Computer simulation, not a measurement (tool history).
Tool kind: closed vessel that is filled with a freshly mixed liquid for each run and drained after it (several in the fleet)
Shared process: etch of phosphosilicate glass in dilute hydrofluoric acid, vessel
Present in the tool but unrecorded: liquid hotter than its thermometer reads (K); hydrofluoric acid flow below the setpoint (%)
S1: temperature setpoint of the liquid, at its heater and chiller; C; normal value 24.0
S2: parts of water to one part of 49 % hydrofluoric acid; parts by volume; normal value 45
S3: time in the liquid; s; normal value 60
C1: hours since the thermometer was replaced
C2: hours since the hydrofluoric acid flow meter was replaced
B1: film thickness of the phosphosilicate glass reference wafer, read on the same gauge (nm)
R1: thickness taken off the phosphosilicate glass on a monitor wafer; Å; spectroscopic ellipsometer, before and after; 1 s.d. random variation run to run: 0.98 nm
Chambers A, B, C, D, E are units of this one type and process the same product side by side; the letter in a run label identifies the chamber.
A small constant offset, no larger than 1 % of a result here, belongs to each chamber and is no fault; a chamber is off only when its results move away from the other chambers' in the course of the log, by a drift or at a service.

run,day,S1,S2,S3,C1,C2,B1,R1
1D,0.358,24.0,45,60,408.8,298.3,130.06,1210.00
2E,0.604,24.0,45,60,2258.6,244.2,130.01,1203.20
3C,0.950,24.0,45,60,621.3,646.5,130.00,1196.60
4B,1.379,24.0,45,60,1041.0,205.3,130.02,1195.20
5A,1.746,24.0,45,60,66.9,357.3,130.00,1174.30
6E,2.188,24.0,45,60,2296.6,282.2,130.01,1199.10
7C,2.533,24.0,45,60,659.3,684.5,130.01,1189.90
8B,2.908,24.0,45,60,1077.7,242.0,130.01,1196.40
9D,3.404,24.0,45,60,481.9,371.4,129.99,1188.00
10A,3.912,24.0,45,60,118.9,409.3,129.98,1180.80
11B,4.388,24.0,45,60,1113.2,277.5,130.00,1209.70
12A,4.733,24.0,45,60,138.6,429.0,129.98,1185.30
13E,5.175,20.0,45,60,2368.3,353.9,130.02,1018.40
14C,5.458,20.0,45,60,729.5,754.7,129.97,1003.00
15D,5.767,20.0,45,60,538.6,428.1,130.00,1013.30
16E,6.062,20.0,45,60,2389.6,375.2,130.06,1008.50
17D,6.500,20.0,45,60,556.2,445.7,129.99,1003.80
18C,6.754,24.0,45,60,760.6,785.8,130.02,1182.30
19A,7.058,24.0,45,60,194.4,484.8,129.99,1168.70
20B,7.304,24.0,45,60,1183.2,347.5,129.98,1193.60
21A,7.846,24.0,45,60,213.3,503.7,129.99,1185.30
22E,8.188,24.0,45,60,2440.6,426.2,129.99,1191.10
23B,8.533,27.5,45,60,1212.7,377.0,129.99,1386.60
24C,8.842,27.5,45,60,810.7,835.9,129.99,1294.80
25D,9.375,27.5,45,60,625.2,514.7,129.97,1384.00
26E,9.825,27.5,45,60,2479.9,465.5,130.00,1367.80
27C,10.321,27.5,45,60,846.2,871.4,130.01,1283.80
28A,10.704,21.5,45,60,281.9,572.3,130.01,1089.40
29B,11.021,21.5,45,60,1272.4,436.7,130.05,1074.00
30D,11.479,21.5,45,60,675.7,565.2,129.96,1077.10
31C,12.033,21.5,45,60,887.3,912.5,129.99,966.21
32B,12.554,21.5,45,60,1309.2,473.5,130.02,1079.10
33D,13.012,24.0,45,60,712.5,602.0,129.99,1198.20

Does one chamber stand apart from the rest, does the shared gauge drift, or is all well apart from small per-chamber offsets? Give the chamber and the most likely cause, where there is one.

It is chamber C that slowly wanders off from its peers.
Likeliest cause: hydrofluoric acid flow below the setpoint (%) = 10.5.
It could be hard to tell apart here from: liquid colder than its thermometer reads (K).

Which of the 4 candidates below, each the usual settings with something changed and its results left as question marks, puts chamber C back in line with what the other chambers give on the usual settings?
In line here means within this much of the mean the other chambers give on the usual settings: R1 34.00 Å
34C-1,13.412,21.5,45,60,,,,?
34C-2,13.412,19.5,45,60,,,,?
34C-3,13.412,27.0,45,60,,,,?
34C-4,13.412,29.0,45,60,,,,?

Average result of the remaining chambers running the usual settings: R1 1195.30 Å
run,R1
34C-1,957.96
34C-2,879.13
34C-3,1204.60
34C-4,1306.00
34C-3 puts the chamber back in line with the other chambers.

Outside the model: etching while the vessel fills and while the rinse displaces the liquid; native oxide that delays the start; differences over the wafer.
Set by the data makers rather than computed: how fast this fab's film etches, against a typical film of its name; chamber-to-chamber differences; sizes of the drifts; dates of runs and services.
